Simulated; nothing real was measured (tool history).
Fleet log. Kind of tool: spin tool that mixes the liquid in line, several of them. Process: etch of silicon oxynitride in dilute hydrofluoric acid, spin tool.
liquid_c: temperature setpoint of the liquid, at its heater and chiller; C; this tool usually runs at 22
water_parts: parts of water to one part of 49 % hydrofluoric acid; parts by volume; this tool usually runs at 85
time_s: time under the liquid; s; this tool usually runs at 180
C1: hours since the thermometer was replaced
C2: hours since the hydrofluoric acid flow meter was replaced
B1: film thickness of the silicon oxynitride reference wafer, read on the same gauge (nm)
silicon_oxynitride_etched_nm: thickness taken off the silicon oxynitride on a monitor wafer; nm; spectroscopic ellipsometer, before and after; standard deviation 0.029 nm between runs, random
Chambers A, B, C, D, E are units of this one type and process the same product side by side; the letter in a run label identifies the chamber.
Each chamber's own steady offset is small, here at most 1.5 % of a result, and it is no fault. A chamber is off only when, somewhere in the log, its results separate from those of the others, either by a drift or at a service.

Run 1A, day 0.429: usual settings; C1 2108.1; C2 758.3; B1 149.99. Result: silicon_oxynitride_etched_nm 3.0119 nm.
Run 2B, day 0.904: usual settings; C1 2135.1; C2 921.2; B1 150. Result: silicon_oxynitride_etched_nm 2.8872 nm.
Run 3D, day 1.388: usual settings; C1 758.5; C2 470.8; B1 149.96. Result: silicon_oxynitride_etched_nm 2.9168 nm.
Run 4C, day 1.883: usual settings; C1 211.2; C2 290.2; B1 150.03. Result: silicon_oxynitride_etched_nm 2.9295 nm.
Run 5E, day 2.146: usual settings; C1 1322.3; C2 57.3; B1 150.03. Result: silicon_oxynitride_etched_nm 2.9499 nm.
Run 6E, day 2.638: usual settings; C1 1334.1; C2 69.1; B1 150.02. Result: silicon_oxynitride_etched_nm 2.9654 nm.
Run 7B, day 3.083: usual settings; C1 2187.4; C2 973.5; B1 149.97. Result: silicon_oxynitride_etched_nm 2.8817 nm.
Run 8C, day 3.583: usual settings; C1 252; C2 331; B1 150.03. Result: silicon_oxynitride_etched_nm 2.8993 nm.
Run 9A, day 4.038: usual settings; C1 2194.7; C2 844.9; B1 150. Result: silicon_oxynitride_etched_nm 2.9602 nm.
At day 4.062: chamber D: hydrofluoric acid flow meter replaced.
Run 10D, day 4.346: usual settings; C1 829.5; C2 6.9; B1 150. Result: silicon_oxynitride_etched_nm 2.9565 nm.
Run 11C, day 4.621: usual settings but time_s 230 s; C1 276.9; C2 355.9; B1 149.97. Result: silicon_oxynitride_etched_nm 3.6844 nm.
Run 12E, day 5.158: usual settings but time_s 230 s; C1 1394.6; C2 129.6; B1 150. Result: silicon_oxynitride_etched_nm 3.8115 nm.
At day 5.279: chamber A: thermometer replaced.
At day 5.471: chamber C: hydrofluoric acid flow meter replaced.
Run 13A, day 5.504: usual settings but time_s 230 s; C1 5.5; C2 880.1; B1 150. Result: silicon_oxynitride_etched_nm 3.8041 nm.
Run 14D, day 5.938: usual settings but time_s 230 s; C1 867.7; C2 45.1; B1 150.03. Result: silicon_oxynitride_etched_nm 3.7574 nm.
Run 15B, day 6.279: usual settings but time_s 230 s; C1 2264.1; C2 1050.2; B1 150.01. Result: silicon_oxynitride_etched_nm 3.6802 nm.
Run 16B, day 6.771: usual settings but liquid_c 18 C, time_s 100 s; C1 2275.9; C2 1062; B1 150.02. Result: silicon_oxynitride_etched_nm 1.2819 nm.
Run 17D, day 7.296: usual settings but liquid_c 18 C, time_s 100 s; C1 900.3; C2 77.7; B1 150.04. Result: silicon_oxynitride_etched_nm 1.3443 nm.
Run 18A, day 7.646: usual settings but liquid_c 18 C, time_s 100 s; C1 56.9; C2 931.5; B1 149.95. Result: silicon_oxynitride_etched_nm 1.3632 nm.
At day 8.088: chamber B: thermometer replaced.
Run 19C, day 8.121: usual settings but liquid_c 18 C, time_s 100 s; C1 360.9; C2 63.7; B1 150.01. Result: silicon_oxynitride_etched_nm 1.3566 nm.
Run 20E, day 8.625: usual settings but liquid_c 18 C, time_s 100 s; C1 1477.8; C2 212.8; B1 150.01. Result: silicon_oxynitride_etched_nm 1.3621 nm.
Run 21E, day 8.908: usual settings; C1 1484.6; C2 219.6; B1 150. Result: silicon_oxynitride_etched_nm 2.9511 nm.
Run 22C, day 9.375: usual settings but water_parts 60 parts by volume; C1 391; C2 93.8; B1 150.04. Result: silicon_oxynitride_etched_nm 4.2124 nm.
Run 23D, day 9.867: usual settings but water_parts 60 parts by volume; C1 962; C2 139.4; B1 150.05. Result: silicon_oxynitride_etched_nm 4.2536 nm.
Run 24A, day 10.388: usual settings but water_parts 60 parts by volume; C1 122.7; C2 997.3; B1 150.02. Result: silicon_oxynitride_etched_nm 4.3547 nm.
Run 25B, day 10.812: usual settings but water_parts 60 parts by volume; C1 65.4; C2 1159; B1 150.01. Result: silicon_oxynitride_etched_nm 4.0577 nm.
Run 26E, day 11.338: usual settings but water_parts 60 parts by volume; C1 1542.9; C2 277.9; B1 150.03. Result: silicon_oxynitride_etched_nm 4.2956 nm.
Run 27D, day 11.783: usual settings; C1 1008; C2 185.4; B1 150.02. Result: silicon_oxynitride_etched_nm 2.9485 nm.
Run 28A, day 12.154: usual settings; C1 165.1; C2 1039.7; B1 149.97. Result: silicon_oxynitride_etched_nm 2.9589 nm.
Run 29B, day 12.538: usual settings; C1 106.8; C2 1200.4; B1 150.01. Result: silicon_oxynitride_etched_nm 2.805 nm.
Run 30C, day 12.942: usual settings; C1 476.6; C2 179.4; B1 150.04. Result: silicon_oxynitride_etched_nm 2.9665 nm.
Run 31B, day 13.192: usual settings; C1 122.5; C2 1216.1; B1 149.99. Result: silicon_oxynitride_etched_nm 2.7836 nm.
Run 32D, day 13.433: usual settings; C1 1047.6; C2 225; B1 150.02. Result: silicon_oxynitride_etched_nm 2.9178 nm.
Run 33C, day 13.962: usual settings; C1 501.1; C2 203.9; B1 149.91. Result: silicon_oxynitride_etched_nm 2.8981 nm.
Run 34E, day 14.292: usual settings; C1 1613.8; C2 348.8; B1 149.97. Result: silicon_oxynitride_etched_nm 2.8933 nm.
Run 35A, day 14.742: usual settings; C1 227.2; C2 1101.8; B1 149.95. Result: silicon_oxynitride_etched_nm 2.9816 nm.
Run 36D, day 15.196: usual settings; C1 1089.9; C2 267.3; B1 150.03. Result: silicon_oxynitride_etched_nm 2.9699 nm.
Run 37C, day 15.708: usual settings; C1 543; C2 245.8; B1 150.02. Result: silicon_oxynitride_etched_nm 2.918 nm.
Run 38E, day 16.225: usual settings; C1 1660.2; C2 395.2; B1 150.03. Result: silicon_oxynitride_etched_nm 2.9904 nm.
Run 39A, day 16.533: usual settings; C1 270.2; C2 1144.8; B1 149.99. Result: silicon_oxynitride_etched_nm 2.9479 nm.
Run 40B, day 17.021: usual settings; C1 214.4; C2 1308; B1 150.01. Result: silicon_oxynitride_etched_nm 2.6943 nm.
Run 41D, day 17.304: usual settings; C1 1140.5; C2 317.9; B1 150. Result: silicon_oxynitride_etched_nm 2.9339 nm.
Run 42B, day 17.733: usual settings; C1 231.5; C2 1325.1; B1 150.01. Result: silicon_oxynitride_etched_nm 2.6903 nm.

Read the log: is a single chamber off, either drifting away or since a service, is the gauge that measures every chamber drifting, or is nothing wrong beyond small per-chamber offsets? Name any odd chamber and what most likely caused it.

Chamber B drifts away from the others.
Most likely cause: hydrofluoric acid flow below the setpoint (%) = 7.53.

Chamber B could run next with any of the 4 candidate recipes listed below; each alters the usual settings, and their results appear as question marks. Which one brings its results back in line with what the other chambers deliver on the usual settings?
To be in line, a result may differ from the other chambers' mean on the usual settings by at most: silicon_oxynitride_etched_nm 0.1 nm
Run 43B-1, day 18.133: usual settings but liquid_c 22.5 C, water_parts 80 parts by volume, time_s 195 s. Result: silicon_oxynitride_etched_nm ?.
Run 43B-2, day 18.133: usual settings but time_s 195 s. Result: silicon_oxynitride_etched_nm ?.
Run 43B-3, day 18.133: usual settings but liquid_c 20 C. Result: silicon_oxynitride_etched_nm ?.
Run 43B-4, day 18.133: usual settings but liquid_c 21.5 C, water_parts 90 parts by volume, time_s 165 s. Result: silicon_oxynitride_etched_nm ?.

What the other chambers average on the usual settings: silicon_oxynitride_etched_nm 2.9404 nm
  run  silicon_oxynitride_etched_nm
43B-1                        3.1752
43B-2                        2.9079
43B-3                        2.4385
43B-4                        2.2619
43B-2 is the one that brings the chamber's results back in line with the other chambers.
